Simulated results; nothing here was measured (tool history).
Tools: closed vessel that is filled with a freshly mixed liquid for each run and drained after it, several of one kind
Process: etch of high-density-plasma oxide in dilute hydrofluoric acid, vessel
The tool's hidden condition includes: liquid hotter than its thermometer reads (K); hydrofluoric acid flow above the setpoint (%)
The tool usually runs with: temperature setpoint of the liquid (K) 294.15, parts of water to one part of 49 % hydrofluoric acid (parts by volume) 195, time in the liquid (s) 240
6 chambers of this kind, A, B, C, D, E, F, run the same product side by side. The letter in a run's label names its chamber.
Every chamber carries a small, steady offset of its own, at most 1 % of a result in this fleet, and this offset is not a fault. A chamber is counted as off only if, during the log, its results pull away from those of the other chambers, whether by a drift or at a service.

run,hour,temperature setpoint of the liquid (K),parts of water to one part of 49 % hydrofluoric acid (parts by volume),time in the liquid (s),hours since the thermometer was replaced,hours since the hydrofluoric acid flow meter was replaced,"read-back film thickness of the high-density-plasma oxide reference wafer, read on the same gauge (nm)",thickness taken off the high-density-plasma oxide on a monitor wafer (Å)
# hour 0.7: chamber D: hydrofluoric acid flow meter replaced
1C,8.2,294.15,195,240,1524.1,873.5,40.036,61.47
2D,13.8,294.15,195,240,21.4,13.1,40.03,61.08
3B,23.2,294.15,195,240,402.6,723.5,39.991,61.756
4E,34.1,294.15,195,240,510.2,676.1,40.006,61.422
# hour 37.1: chamber E: hydrofluoric acid flow meter replaced
5F,40.5,294.15,195,240,1683.9,193,40.005,60.94
6A,52.1,294.15,195,240,336.3,703.5,40.01,61.288
7D,61.8,294.15,195,240,69.4,61.1,40.023,61.099
8A,71.2,294.15,195,240,355.4,722.6,39.981,61.6
9C,79.5,294.15,195,240,1595.4,944.8,40.015,62.171
10B,87.7,294.15,195,240,467.1,788,40.009,60.253
11E,96.6,294.15,195,240,572.7,59.6,40,60.905
12F,106.1,294.15,195,240,1749.5,258.6,39.97,60.233
13C,116.8,294.15,195,240,1632.7,982.1,40.043,61.135
14E,127.5,294.15,195,240,603.6,90.5,39.992,61.267
15F,133.8,290.15,195,240,1777.2,286.3,39.996,51.149
16A,140.2,290.15,195,240,424.4,791.6,40.018,52.392
17B,146.4,290.15,195,240,525.8,846.7,40.005,51.762
18D,151.9,290.15,195,240,159.5,151.2,39.982,52.811
# hour 157.3: chamber E: thermometer replaced
19D,162.8,290.15,195,240,170.4,162.1,39.984,51.259
20F,170.1,290.15,195,240,1813.5,322.6,40.01,52.583
21C,180.5,294.15,195,240,1696.4,1045.8,40.003,61.651
22E,191.6,294.15,195,240,34.4,154.6,40.003,61.414
23B,202.3,294.15,195,240,581.7,902.6,40.003,60.369
24A,207.5,296.15,125,240,491.7,858.9,39.98,110.86
25B,213.1,296.15,125,240,592.5,913.4,39.994,111.2
26A,218.6,296.15,125,240,502.8,870,40.021,111.01
27F,223.9,296.15,125,240,1867.3,376.4,39.965,109.09
28E,233.9,296.15,125,240,76.7,196.9,39.975,110.89
29C,241.8,296.15,125,240,1757.7,1107.1,40.002,114.3
30D,249.1,294.15,195,240,256.7,248.4,40.007,60.794
31E,257.3,294.15,195,240,100.1,220.3,40.002,61.278
32B,266,298.15,195,240,645.4,966.3,40.009,71.442
33D,274.3,298.15,195,240,281.9,273.6,40.007,69.997
34F,282.3,298.15,195,240,1925.7,434.8,39.973,71.415
35C,288.3,298.15,195,240,1804.2,1153.6,40.032,72.364
36A,293.9,298.15,195,240,578.1,945.3,39.993,72.605
37A,305.2,298.15,195,240,589.4,956.6,39.983,70.522
38D,314.1,290.65,250,240,321.7,313.4,39.999,39.545
39E,322.3,290.65,250,240,165.1,285.3,40.024,39.39
40B,329.3,290.65,250,240,708.7,1029.6,39.994,39.396
41C,339.4,290.65,250,240,1855.3,1204.7,40.007,40.395

All 6 chambers run these settings next. Forecast each chamber's results:
42A,347.7,294.15,195,240,,,,?
42B,347.7,294.15,195,240,,,,?
42C,347.7,294.15,195,240,,,,?
42D,347.7,294.15,195,240,,,,?
42E,347.7,294.15,195,240,,,,?
42F,347.7,294.15,195,240,,,,?

run,thickness taken off the high-density-plasma oxide on a monitor wafer (Å)
42A,61.107
42B,61.375
42C,62.449
42D,60.316
42E,60.686
42F,60.947

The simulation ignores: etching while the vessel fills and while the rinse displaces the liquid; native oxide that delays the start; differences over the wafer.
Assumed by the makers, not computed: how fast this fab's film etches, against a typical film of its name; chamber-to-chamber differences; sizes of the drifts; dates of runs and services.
